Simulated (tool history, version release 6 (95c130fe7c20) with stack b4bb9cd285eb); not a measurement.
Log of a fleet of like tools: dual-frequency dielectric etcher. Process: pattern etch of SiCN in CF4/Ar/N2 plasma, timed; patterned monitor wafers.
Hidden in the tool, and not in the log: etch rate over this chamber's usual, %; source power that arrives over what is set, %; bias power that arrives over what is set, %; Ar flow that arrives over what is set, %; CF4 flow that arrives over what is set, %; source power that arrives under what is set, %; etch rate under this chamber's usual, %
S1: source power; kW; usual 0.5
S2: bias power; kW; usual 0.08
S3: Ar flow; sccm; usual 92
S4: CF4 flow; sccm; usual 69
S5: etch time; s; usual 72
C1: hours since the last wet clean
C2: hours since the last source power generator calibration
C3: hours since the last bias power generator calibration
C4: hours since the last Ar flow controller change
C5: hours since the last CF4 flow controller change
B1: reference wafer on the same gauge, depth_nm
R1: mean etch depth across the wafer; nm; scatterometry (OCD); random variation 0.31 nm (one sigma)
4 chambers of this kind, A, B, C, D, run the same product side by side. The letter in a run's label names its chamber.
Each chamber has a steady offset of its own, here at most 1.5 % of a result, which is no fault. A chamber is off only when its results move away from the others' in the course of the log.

| run | hour | S1 | S2 | S3 | S4 | S5 | C1 | C2 | C3 | C4 | C5 | B1 | R1 |
|---|---|---|---|---|---|---|---|---|---|---|---|---|---|
| 1D | 5.6 | 0.5 | 0.08 | 92 | 69 | 72 | 325.9 | 2402.6 | 1546.4 | 1991.1 | 346.2 | 81.912 | 71.822 |
| 2B | 9.3 | 0.5 | 0.08 | 92 | 69 | 72 | 433.5 | 1029.8 | 3853.5 | 2921.4 | 2098.6 | 81.886 | 71.276 |
| 3C | 16.5 | 0.5 | 0.08 | 92 | 69 | 72 | 202.7 | 217.2 | 267.7 | 2603.4 | 3730.8 | 81.868 | 71.028 |
| 4A | 20.4 | 0.5 | 0.08 | 92 | 69 | 72 | 336.5 | 512.2 | 2126.6 | 1110.3 | 1067.9 | 81.947 | 70.745 |
|  | 23.8 | chamber B: wet clean of the chamber |
| 5A | 25 | 0.5 | 0.08 | 92 | 69 | 72 | 341.1 | 516.8 | 2131.2 | 1114.9 | 1072.5 | 81.85 | 70.69 |
| 6D | 29 | 0.5 | 0.08 | 92 | 69 | 72 | 349.3 | 2426 | 1569.8 | 2014.5 | 369.6 | 81.875 | 71.626 |
| 7B | 35.6 | 0.5 | 0.08 | 92 | 69 | 72 | 11.9 | 1056.1 | 3879.8 | 2947.7 | 2124.9 | 81.877 | 71.622 |
| 8C | 40.1 | 0.5 | 0.08 | 92 | 69 | 72 | 226.3 | 240.8 | 291.3 | 2627 | 3754.4 | 81.913 | 71.36 |
| 9A | 46.5 | 0.5 | 0.08 | 92 | 69 | 72 | 362.6 | 538.3 | 2152.7 | 1136.4 | 1094 | 81.792 | 70.446 |
| 10B | 52.5 | 0.5 | 0.08 | 92 | 69 | 72 | 28.8 | 1073 | 3896.7 | 2964.6 | 2141.8 | 81.823 | 71.417 |
| 11D | 57.7 | 0.5 | 0.08 | 92 | 69 | 72 | 378 | 2454.7 | 1598.5 | 2043.2 | 398.3 | 81.857 | 72.219 |
| 12C | 62.1 | 0.5 | 0.08 | 92 | 69 | 72 | 248.3 | 262.8 | 313.3 | 2649 | 3776.4 | 81.917 | 71.614 |
| 13C | 66.7 | 0.5 | 0.08 | 92 | 69 | 72 | 252.9 | 267.4 | 317.9 | 2653.6 | 3781 | 81.798 | 71.562 |
| 14B | 71.5 | 0.5 | 0.08 | 92 | 69 | 72 | 47.8 | 1092 | 3915.7 | 2983.6 | 2160.8 | 81.833 | 71.926 |
| 15A | 78.8 | 0.5 | 0.08 | 72 | 58 | 72 | 394.9 | 570.6 | 2185 | 1168.7 | 1126.3 | 81.883 | 71.365 |
| 16D | 82.9 | 0.5 | 0.08 | 72 | 58 | 72 | 403.2 | 2479.9 | 1623.7 | 2068.4 | 423.5 | 81.875 | 72.722 |
| 17B | 87 | 0.5 | 0.08 | 72 | 58 | 72 | 63.3 | 1107.5 | 3931.2 | 2999.1 | 2176.3 | 81.879 | 72.658 |
| 18A | 94.6 | 0.5 | 0.08 | 72 | 58 | 72 | 410.7 | 586.4 | 2200.8 | 1184.5 | 1142.1 | 81.885 | 71.615 |
| 19D | 100.3 | 0.5 | 0.08 | 92 | 83 | 72 | 420.6 | 2497.3 | 1641.1 | 2085.8 | 440.9 | 81.991 | 73.915 |
| 20C | 104 | 0.5 | 0.08 | 92 | 83 | 72 | 290.2 | 304.7 | 355.2 | 2690.9 | 3818.3 | 81.881 | 73.762 |
| 21D | 108.5 | 0.5 | 0.08 | 92 | 83 | 72 | 428.8 | 2505.5 | 1649.3 | 2094 | 449.1 | 81.955 | 74.195 |
| 22B | 114.1 | 0.5 | 0.08 | 92 | 83 | 72 | 90.4 | 1134.6 | 3958.3 | 3026.2 | 2203.4 | 81.833 | 73.464 |
| 23A | 121.8 | 0.5 | 0.08 | 92 | 69 | 72 | 437.9 | 613.6 | 2228 | 1211.7 | 1169.3 | 81.91 | 70.707 |
| 24C | 126.4 | 0.5 | 0.08 | 92 | 69 | 72 | 312.6 | 327.1 | 377.6 | 2713.3 | 3840.7 | 81.942 | 71.009 |
| 25A | 131.5 | 0.5 | 0.08 | 92 | 69 | 72 | 447.6 | 623.3 | 2237.7 | 1221.4 | 1179 | 82.007 | 70.362 |
| 26B | 136.6 | 0.5 | 0.08 | 92 | 69 | 72 | 112.9 | 1157.1 | 3980.8 | 3048.7 | 2225.9 | 81.865 | 71.328 |
| 27D | 142.8 | 0.5 | 0.08 | 92 | 69 | 87.5 | 463.1 | 2539.8 | 1683.6 | 2128.3 | 483.4 | 81.983 | 87.373 |
| 28C | 147.8 | 0.5 | 0.08 | 92 | 69 | 87.5 | 334 | 348.5 | 399 | 2734.7 | 3862.1 | 81.898 | 87.155 |
| 29D | 151.5 | 0.5 | 0.08 | 92 | 69 | 87.5 | 471.8 | 2548.5 | 1692.3 | 2137 | 492.1 | 81.951 | 87.201 |
| 30B | 156.2 | 0.5 | 0.08 | 92 | 69 | 87.5 | 132.5 | 1176.7 | 4000.4 | 3068.3 | 2245.5 | 81.824 | 87.352 |
| 31C | 160.6 | 0.5 | 0.08 | 92 | 69 | 72 | 346.8 | 361.3 | 411.8 | 2747.5 | 3874.9 | 81.94 | 71.397 |
| 32A | 165.5 | 0.5 | 0.08 | 92 | 69 | 72 | 481.6 | 657.3 | 2271.7 | 1255.4 | 1213 | 81.826 | 70.794 |

Next, every chamber runs the same settings. What will each give?
| 33A | 171.4 | 0.5 | 0.08 | 92 | 69 | 72 |  |  |  |  |  |  | ? |
| 33B | 171.4 | 0.5 | 0.08 | 92 | 69 | 72 |  |  |  |  |  |  | ? |
| 33C | 171.4 | 0.5 | 0.08 | 92 | 69 | 72 |  |  |  |  |  |  | ? |
| 33D | 171.4 | 0.5 | 0.08 | 92 | 69 | 72 |  |  |  |  |  |  | ? |

| run | R1 |
|---|---|
| 33A | 70.799 |
| 33B | 71.824 |
| 33C | 71.28 |
| 33D | 72.09 |

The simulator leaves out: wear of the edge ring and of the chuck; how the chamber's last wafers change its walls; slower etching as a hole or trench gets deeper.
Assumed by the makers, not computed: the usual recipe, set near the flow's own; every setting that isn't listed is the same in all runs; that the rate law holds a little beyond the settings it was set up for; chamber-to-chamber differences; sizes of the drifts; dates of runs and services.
